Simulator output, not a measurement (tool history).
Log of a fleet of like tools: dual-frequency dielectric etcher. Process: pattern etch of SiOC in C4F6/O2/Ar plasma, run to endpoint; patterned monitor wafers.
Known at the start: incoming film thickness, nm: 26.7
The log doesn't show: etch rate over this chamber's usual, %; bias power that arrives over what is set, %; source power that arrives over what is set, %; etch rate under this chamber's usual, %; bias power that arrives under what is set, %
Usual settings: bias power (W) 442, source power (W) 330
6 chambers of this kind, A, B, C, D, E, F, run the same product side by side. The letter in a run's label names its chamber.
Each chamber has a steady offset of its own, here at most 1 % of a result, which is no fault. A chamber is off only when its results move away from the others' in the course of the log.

| run | hour | bias power (W) | source power (W) | hours since the last wet clean | hours since the last bias power generator calibration | hours since the last source power generator calibration | endpoint time (s) |
|---|---|---|---|---|---|---|---|
| 1A | 9.8 | 442 | 330 | 100.0 | 356.8 | 1456.4 | 10.0410 |
| 2B | 19.9 | 442 | 330 | 444.0 | 2531.0 | 1407.1 | 10.0070 |
| 3E | 28.1 | 442 | 330 | 177.6 | 1008.7 | 341.3 | 10.0870 |
| 4F | 38.7 | 442 | 330 | 133.2 | 339.0 | 872.5 | 10.1200 |
| 5C | 43.9 | 442 | 330 | 356.6 | 868.6 | 261.7 | 10.2250 |
| 6D | 53.6 | 442 | 330 | 332.7 | 1991.1 | 1680.2 | 10.0960 |
| 7E | 60.9 | 536 | 360 | 210.4 | 1041.5 | 374.1 | 8.9807 |
| 8A | 66.6 | 536 | 360 | 156.8 | 413.6 | 1513.2 | 9.1752 |
| 9F | 71.3 | 536 | 360 | 165.8 | 371.6 | 905.1 | 9.0970 |
| 10D | 81.1 | 536 | 360 | 360.2 | 2018.6 | 1707.7 | 9.0544 |
| 11B | 91.0 | 536 | 360 | 515.1 | 2602.1 | 1478.2 | 8.9613 |
|  | 93.8 | chamber B: wet clean of the chamber |
| 12C | 95.8 | 536 | 360 | 408.5 | 920.5 | 313.6 | 9.1729 |
| 13D | 100.9 | 442 | 330 | 380.0 | 2038.4 | 1727.5 | 10.2600 |
| 14E | 106.6 | 442 | 330 | 256.1 | 1087.2 | 419.8 | 10.0550 |
| 15A | 112.8 | 442 | 330 | 203.0 | 459.8 | 1559.4 | 10.0600 |
| 16B | 123.9 | 442 | 330 | 30.1 | 2635.0 | 1511.1 | 9.9805 |
| 17F | 133.1 | 442 | 330 | 227.6 | 433.4 | 966.9 | 10.1420 |
| 18C | 144.1 | 509 | 290 | 456.8 | 968.8 | 361.9 | 10.0010 |
| 19E | 150.9 | 509 | 290 | 300.4 | 1131.5 | 464.1 | 9.9504 |
| 20A | 156.0 | 509 | 290 | 246.2 | 503.0 | 1602.6 | 10.0370 |
| 21C | 161.2 | 509 | 290 | 473.9 | 985.9 | 379.0 | 10.1210 |
| 22F | 169.1 | 509 | 290 | 263.6 | 469.4 | 1002.9 | 10.0030 |
| 23B | 174.3 | 509 | 290 | 80.5 | 2685.4 | 1561.5 | 9.8969 |
|  | 175.2 | chamber C: wet clean of the chamber |
| 24D | 180.9 | 442 | 330 | 460.0 | 2118.4 | 1807.5 | 10.1270 |
| 25E | 186.8 | 442 | 360 | 336.3 | 1167.4 | 500.0 | 9.7981 |
|  | 193.7 | chamber D: wet clean of the chamber |
| 26D | 194.4 | 442 | 360 | 0.7 | 2131.9 | 1821.0 | 9.6928 |
| 27B | 202.5 | 442 | 360 | 108.7 | 2713.6 | 1589.7 | 9.6223 |
| 28C | 209.0 | 442 | 360 | 33.9 | 1033.7 | 426.8 | 9.3508 |
| 29F | 215.3 | 442 | 360 | 309.8 | 515.6 | 1049.1 | 9.7534 |
| 30A | 224.4 | 442 | 360 | 314.6 | 571.4 | 1671.0 | 9.7969 |
| 31D | 231.1 | 442 | 330 | 37.4 | 2168.6 | 1857.7 | 10.2260 |
| 32A | 236.9 | 442 | 330 | 327.1 | 583.9 | 1683.5 | 10.1150 |
| 33B | 242.1 | 442 | 330 | 148.3 | 2753.2 | 1629.3 | 10.0500 |
| 34E | 247.5 | 442 | 330 | 397.0 | 1228.1 | 560.7 | 10.0640 |
| 35F | 255.0 | 366 | 290 | 349.5 | 555.3 | 1088.8 | 11.3730 |
| 36C | 263.0 | 366 | 290 | 87.9 | 1087.7 | 480.8 | 10.9250 |
| 37F | 271.9 | 366 | 290 | 366.4 | 572.2 | 1105.7 | 11.3930 |
| 38D | 276.8 | 366 | 290 | 83.1 | 2214.3 | 1903.4 | 11.4010 |
| 39E | 286.5 | 366 | 290 | 436.0 | 1267.1 | 599.7 | 11.2850 |

What goes on in this fleet: one chamber off, a drifting gauge, or nothing beyond the chambers' own small offsets? Name the chamber and the cause, if any.

A service left chamber C off against the others.
Cause: etch rate over this chamber's usual, % = 4.39.

Here are 4 candidates for chamber C's next run, each the usual settings with a change, their results left as question marks. Which one brings its results back in line with what the others give on the usual settings?
In line means no further than this from the other chambers' mean on the usual settings: endpoint time (s) 0.2100
| 40C-1 | 294.4 | 415 | 310 |  |  |  | ? |
| 40C-2 | 294.4 | 491 | 370 |  |  |  | ? |
| 40C-3 | 294.4 | 442 | 260 |  |  |  | ? |
| 40C-4 | 294.4 | 469 | 350 |  |  |  | ? |

The other chambers' mean on the usual settings: endpoint time (s) 10.0860
| run | endpoint time (s) |
|---|---|
| 40C-1 | 10.1080 |
| 40C-2 | 8.8863 |
| 40C-3 | 10.5500 |
| 40C-4 | 9.2297 |
40C-1 brings the chamber back in line.
